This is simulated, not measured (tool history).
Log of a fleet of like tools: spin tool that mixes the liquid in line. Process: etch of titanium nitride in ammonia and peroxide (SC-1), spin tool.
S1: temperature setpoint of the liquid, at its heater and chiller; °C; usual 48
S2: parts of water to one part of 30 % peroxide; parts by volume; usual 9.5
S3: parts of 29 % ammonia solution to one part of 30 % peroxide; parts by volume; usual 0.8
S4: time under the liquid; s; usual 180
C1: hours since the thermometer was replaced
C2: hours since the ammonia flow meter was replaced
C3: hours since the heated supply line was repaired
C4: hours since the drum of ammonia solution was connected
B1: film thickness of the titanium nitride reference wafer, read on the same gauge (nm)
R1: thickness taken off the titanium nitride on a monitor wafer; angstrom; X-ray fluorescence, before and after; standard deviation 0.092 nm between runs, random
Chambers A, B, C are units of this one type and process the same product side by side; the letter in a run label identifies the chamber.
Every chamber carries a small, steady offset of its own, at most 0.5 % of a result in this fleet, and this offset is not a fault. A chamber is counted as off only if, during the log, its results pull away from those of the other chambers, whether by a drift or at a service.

run,hour,S1,S2,S3,S4,C1,C2,C3,C4,B1,R1
1A,6.3,48,9.5,0.8,180,1675.1,1109.3,2351.1,918.7,149.99,94.969
2C,12.8,48,9.5,0.8,180,446.3,688.9,202.4,482.7,149.94,96.328
3B,19.6,48,9.5,0.8,180,882.1,424.3,2815.8,573,150.03,96.789
4A,26.6,48,9.5,0.8,180,1695.4,1129.6,2371.4,939,149.98,96.629
5C,34.1,44,5,0.8,180,467.6,710.2,223.7,504,150.01,99.501
# hour 41.3: chamber A: new drum of ammonia solution connected
6B,41.8,44,5,0.8,180,904.3,446.5,2838,595.2,150,100.35
7B,49,44,5,0.8,180,911.5,453.7,2845.2,602.4,150.01,98.744
# hour 49.3: chamber C: new drum of ammonia solution connected
8C,55.3,43,9.5,1.05,180,488.8,731.4,244.9,6.1,149.99,70.558
9A,62.1,43,9.5,1.05,180,1730.9,1165.1,2406.9,20.8,149.97,69.166
10A,70.2,43,9.5,1.05,180,1739,1173.2,2415,28.9,149.99,70.249
11C,74.7,48,9.5,0.8,180,508.2,750.8,264.3,25.5,150.01,96.896
12B,81.2,48,9.5,0.8,180,943.7,485.9,2877.4,634.6,150,95.959
# hour 85: chamber A: heated supply line repaired
13B,89.9,48,9.5,0.8,180,952.4,494.6,2886.1,643.3,150.04,97.199
14C,94.7,48,6,0.8,280,528.2,770.8,284.3,45.5,149.98,188.05
15A,100.3,48,6,0.8,280,1769.1,1203.3,15.3,59,149.99,188.38
16B,106,48,6,0.8,280,968.5,510.7,2902.2,659.4,149.98,187.91
17C,112.1,48,9.5,0.8,180,545.6,788.2,301.7,62.9,150,94.832
18A,119.5,48,9.5,0.8,180,1788.3,1222.5,34.5,78.2,149.99,97.744
19B,124.7,48,9.5,0.8,180,987.2,529.4,2920.9,678.1,150.01,97.135
20A,131.4,48,9.5,0.8,180,1800.2,1234.4,46.4,90.1,150.03,97.35
21C,135.6,48,9.5,0.8,180,569.1,811.7,325.2,86.4,150.02,97.143
22B,142.4,48,9.5,0.8,180,1004.9,547.1,2938.6,695.8,149.99,95.02
23A,151.3,48,9.5,0.8,180,1820.1,1254.3,66.3,110,149.97,95.407
24C,159.9,48,9.5,0.8,180,593.4,836,349.5,110.7,150.01,98.318
25C,167.3,52,9.5,0.8,180,600.8,843.4,356.9,118.1,150.02,127.99
26B,172.5,52,9.5,0.8,180,1035,577.2,2968.7,725.9,150.03,127.36
27A,179.3,52,9.5,0.8,180,1848.1,1282.3,94.3,138,149.99,129.49
28B,186.8,48,9.5,0.4,180,1049.3,591.5,2983,740.2,150,86.495
29C,194.4,48,9.5,0.4,180,627.9,870.5,384,145.2,149.99,90.522
30A,200.6,48,9.5,0.4,180,1869.4,1303.6,115.6,159.3,150,83.563
31B,208.7,48,9.5,0.8,180,1071.2,613.4,3004.9,762.1,149.98,95.226
32C,213.8,48,9.5,0.8,180,647.3,889.9,403.4,164.6,150,101.51
33A,220.3,48,5,0.9,180,1889.1,1323.3,135.3,179,150,132.61
34B,224.4,48,5,0.9,180,1086.9,629.1,3020.6,777.8,150.01,132.79
35C,231,48,5,0.9,180,664.5,907.1,420.6,181.8,150,139.81
36A,235.1,48,9.5,0.8,180,1903.9,1338.1,150.1,193.8,149.97,96.24
37C,243.7,48,9.5,0.8,180,677.2,919.8,433.3,194.5,150.03,101.56

Next, all 3 chambers run the settings below, one line each with question marks for the results. What does each chamber give?
38A,250.3,48,9.5,0.8,180,,,,,,?
38B,250.3,48,9.5,0.8,180,,,,,,?
38C,250.3,48,9.5,0.8,180,,,,,,?

run,R1
38A,96.541
38B,96.374
38C,102.46
